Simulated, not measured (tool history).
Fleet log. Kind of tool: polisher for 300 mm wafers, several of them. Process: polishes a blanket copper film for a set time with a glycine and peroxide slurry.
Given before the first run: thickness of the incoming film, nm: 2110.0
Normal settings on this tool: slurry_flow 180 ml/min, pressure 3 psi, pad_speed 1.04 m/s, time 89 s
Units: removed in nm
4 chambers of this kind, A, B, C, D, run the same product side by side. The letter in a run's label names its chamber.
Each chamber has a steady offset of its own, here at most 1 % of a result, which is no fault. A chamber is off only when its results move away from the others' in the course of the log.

run  hour  slurry_flow  pressure  pad_speed  time  removed
 1B   3.5          180         3       1.04    89   564.35
 2A   8.3          180         3       1.04    89   558.11
 3C  11.9          180         3       1.04    89   558.97
     14.1  -- chamber D: slurry nozzle cleaned
     15.1  -- chamber C: worn pad replaced by a new one
 4D  16.3          180         3       1.04    89   554.03
 5D  19.9          180         3       1.04    89   560.48
 6A  23.3          180         3       1.04    89   555.58
     25.4  -- chamber A: worn pad replaced by a new one
 7B  27.8          180         3       1.04    89   558.74
 8C  31.6          180         3       1.04    89   560.07
 9B  35.5          180         3       1.04    89   557.32
10D  40.9          180         3       1.04    89   558.17
11C  46.3          180         3       1.04    89   569.36
12A  50.8          180         3       1.04    89   557.23
     52.5  -- chamber C: slurry nozzle cleaned
13A  53.8          180         3       1.04    89   555.51
14D  59.5          180         3       1.04    89   550.75
     61.5  -- chamber D: worn pad replaced by a new one
15B  64.2          180         3       1.04    89   558.92
16C  67.1          180         3       1.04    89   570.33
17D  71.8          180         3       1.04   112   702.31
18C  74.3          180         3       1.04   112   723.61
19A  78.2          180         3       1.04   112   705.39
20B  82.8          180         3       1.04   112   714.13
21C  85.8          180         3       1.04    89   581.05
22D  90.1          180         3       1.04    89   555.77
23A  94.5          180         3       1.04    89   568.29
24B  97.8          180         3       1.04    89   566.38
25B   102          180         3       1.04    89   558.69

Next, every chamber runs the same settings. What will each give?
26A  106.1          180         3       1.04    89        ?
26B  106.1          180         3       1.04    89        ?
26C  106.1          180         3       1.04    89        ?
26D  106.1          180         3       1.04    89        ?

run  removed
26A   557.33
26B    558.9
26C   586.12
26D   550.57

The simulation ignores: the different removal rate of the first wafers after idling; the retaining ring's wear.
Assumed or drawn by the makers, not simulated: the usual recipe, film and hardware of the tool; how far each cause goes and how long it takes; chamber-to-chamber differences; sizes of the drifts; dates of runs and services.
